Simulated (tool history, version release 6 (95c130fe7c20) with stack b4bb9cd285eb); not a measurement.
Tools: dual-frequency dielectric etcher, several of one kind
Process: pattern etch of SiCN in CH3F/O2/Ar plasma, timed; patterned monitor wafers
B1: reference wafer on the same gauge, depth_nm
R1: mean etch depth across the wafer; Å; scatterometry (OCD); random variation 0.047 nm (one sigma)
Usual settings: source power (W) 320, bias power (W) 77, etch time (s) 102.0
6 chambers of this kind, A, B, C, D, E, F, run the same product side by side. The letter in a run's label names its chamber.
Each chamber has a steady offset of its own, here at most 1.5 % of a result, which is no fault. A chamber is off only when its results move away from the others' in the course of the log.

run 1D hour=11.2 | source_power_(W)=320 bias_power_(W)=77 etch_time_(s)=102.0 | B1=36.288 | R1=365.17
run 2A hour=20.6 | source_power_(W)=320 bias_power_(W)=77 etch_time_(s)=102.0 | B1=36.290 | R1=356.96
run 3B hour=31.1 | source_power_(W)=320 bias_power_(W)=77 etch_time_(s)=102.0 | B1=36.284 | R1=359.22
-- hour=35.4 chamber B: source power generator calibrated
run 4F hour=37.5 | source_power_(W)=320 bias_power_(W)=77 etch_time_(s)=102.0 | B1=36.265 | R1=362.76
run 5C hour=48.2 | source_power_(W)=320 bias_power_(W)=77 etch_time_(s)=102.0 | B1=36.282 | R1=359.81
run 6E hour=54.1 | source_power_(W)=320 bias_power_(W)=77 etch_time_(s)=102.0 | B1=36.278 | R1=358.88
-- hour=56.4 chamber A: wet clean of the chamber
run 7A hour=59.3 | source_power_(W)=320 bias_power_(W)=77 etch_time_(s)=102.0 | B1=36.261 | R1=356.65
run 8D hour=70.0 | source_power_(W)=320 bias_power_(W)=77 etch_time_(s)=102.0 | B1=36.266 | R1=365.08
-- hour=71.4 chamber B: wet clean of the chamber
run 9B hour=79.7 | source_power_(W)=320 bias_power_(W)=77 etch_time_(s)=102.0 | B1=36.263 | R1=359.57
run 10E hour=88.4 | source_power_(W)=320 bias_power_(W)=77 etch_time_(s)=102.0 | B1=36.254 | R1=359.03
run 11F hour=95.7 | source_power_(W)=350 bias_power_(W)=77 etch_time_(s)=102.0 | B1=36.245 | R1=374.58
run 12C hour=102.6 | source_power_(W)=350 bias_power_(W)=77 etch_time_(s)=102.0 | B1=36.255 | R1=371.99
run 13A hour=107.7 | source_power_(W)=350 bias_power_(W)=77 etch_time_(s)=102.0 | B1=36.235 | R1=369.13
run 14C hour=118.7 | source_power_(W)=350 bias_power_(W)=77 etch_time_(s)=102.0 | B1=36.233 | R1=371.35
run 15F hour=124.2 | source_power_(W)=350 bias_power_(W)=77 etch_time_(s)=102.0 | B1=36.233 | R1=373.43
-- hour=128.9 chamber D: wet clean of the chamber
run 16B hour=130.5 | source_power_(W)=350 bias_power_(W)=77 etch_time_(s)=102.0 | B1=36.227 | R1=371.37
run 17D hour=135.6 | source_power_(W)=320 bias_power_(W)=59 etch_time_(s)=83.5 | B1=36.213 | R1=271.31
run 18E hour=141.9 | source_power_(W)=320 bias_power_(W)=59 etch_time_(s)=83.5 | B1=36.223 | R1=266.99
run 19A hour=147.1 | source_power_(W)=320 bias_power_(W)=59 etch_time_(s)=83.5 | B1=36.215 | R1=264.94
run 20E hour=155.8 | source_power_(W)=320 bias_power_(W)=59 etch_time_(s)=83.5 | B1=36.219 | R1=266.62
run 21C hour=162.6 | source_power_(W)=320 bias_power_(W)=59 etch_time_(s)=83.5 | B1=36.208 | R1=267.85
run 22F hour=167.8 | source_power_(W)=320 bias_power_(W)=59 etch_time_(s)=83.5 | B1=36.215 | R1=268.92
run 23D hour=174.0 | source_power_(W)=320 bias_power_(W)=77 etch_time_(s)=102.0 | B1=36.209 | R1=364.72
run 24B hour=184.9 | source_power_(W)=320 bias_power_(W)=86 etch_time_(s)=102.0 | B1=36.190 | R1=373.49
run 25F hour=190.7 | source_power_(W)=320 bias_power_(W)=86 etch_time_(s)=102.0 | B1=36.180 | R1=376.76
run 26B hour=199.3 | source_power_(W)=320 bias_power_(W)=86 etch_time_(s)=102.0 | B1=36.201 | R1=373.39
run 27C hour=204.6 | source_power_(W)=320 bias_power_(W)=86 etch_time_(s)=102.0 | B1=36.186 | R1=372.98
run 28E hour=215.9 | source_power_(W)=320 bias_power_(W)=86 etch_time_(s)=102.0 | B1=36.182 | R1=374.05
run 29D hour=223.7 | source_power_(W)=320 bias_power_(W)=86 etch_time_(s)=102.0 | B1=36.176 | R1=379.18
-- hour=228.2 chamber E: wet clean of the chamber
run 30A hour=232.9 | source_power_(W)=320 bias_power_(W)=77 etch_time_(s)=102.0 | B1=36.178 | R1=356.95
run 31F hour=243.5 | source_power_(W)=320 bias_power_(W)=77 etch_time_(s)=102.0 | B1=36.166 | R1=361.76
run 32C hour=250.5 | source_power_(W)=320 bias_power_(W)=77 etch_time_(s)=102.0 | B1=36.165 | R1=358.94
run 33A hour=255.5 | source_power_(W)=320 bias_power_(W)=77 etch_time_(s)=102.0 | B1=36.171 | R1=355.43
run 34D hour=267.0 | source_power_(W)=320 bias_power_(W)=77 etch_time_(s)=102.0 | B1=36.151 | R1=363.37
run 35E hour=276.0 | source_power_(W)=320 bias_power_(W)=77 etch_time_(s)=102.0 | B1=36.161 | R1=357.34
run 36B hour=286.9 | source_power_(W)=320 bias_power_(W)=77 etch_time_(s)=102.0 | B1=36.149 | R1=357.60
run 37A hour=295.9 | source_power_(W)=350 bias_power_(W)=64 etch_time_(s)=102.0 | B1=36.132 | R1=344.95
run 38F hour=302.8 | source_power_(W)=350 bias_power_(W)=64 etch_time_(s)=102.0 | B1=36.136 | R1=348.58
run 39D hour=314.0 | source_power_(W)=350 bias_power_(W)=64 etch_time_(s)=102.0 | B1=36.126 | R1=352.48
run 40E hour=323.4 | source_power_(W)=350 bias_power_(W)=64 etch_time_(s)=102.0 | B1=36.114 | R1=346.28
run 41B hour=333.8 | source_power_(W)=350 bias_power_(W)=64 etch_time_(s)=102.0 | B1=36.120 | R1=345.64
run 42C hour=338.8 | source_power_(W)=350 bias_power_(W)=64 etch_time_(s)=102.0 | B1=36.110 | R1=346.51
run 43F hour=344.0 | source_power_(W)=320 bias_power_(W)=77 etch_time_(s)=102.0 | B1=36.104 | R1=360.62

Next, every chamber runs the same settings. What will each give?
run 44A hour=352.3 | source_power_(W)=320 bias_power_(W)=77 etch_time_(s)=102.0 | R1=?
run 44B hour=352.3 | source_power_(W)=320 bias_power_(W)=77 etch_time_(s)=102.0 | R1=?
run 44C hour=352.3 | source_power_(W)=320 bias_power_(W)=77 etch_time_(s)=102.0 | R1=?
run 44D hour=352.3 | source_power_(W)=320 bias_power_(W)=77 etch_time_(s)=102.0 | R1=?
run 44E hour=352.3 | source_power_(W)=320 bias_power_(W)=77 etch_time_(s)=102.0 | R1=?
run 44F hour=352.3 | source_power_(W)=320 bias_power_(W)=77 etch_time_(s)=102.0 | R1=?

run=44A R1=355.71
run=44B R1=358.82
run=44C R1=358.50
run=44D R1=363.03
run=44E R1=357.48
run=44F R1=360.81

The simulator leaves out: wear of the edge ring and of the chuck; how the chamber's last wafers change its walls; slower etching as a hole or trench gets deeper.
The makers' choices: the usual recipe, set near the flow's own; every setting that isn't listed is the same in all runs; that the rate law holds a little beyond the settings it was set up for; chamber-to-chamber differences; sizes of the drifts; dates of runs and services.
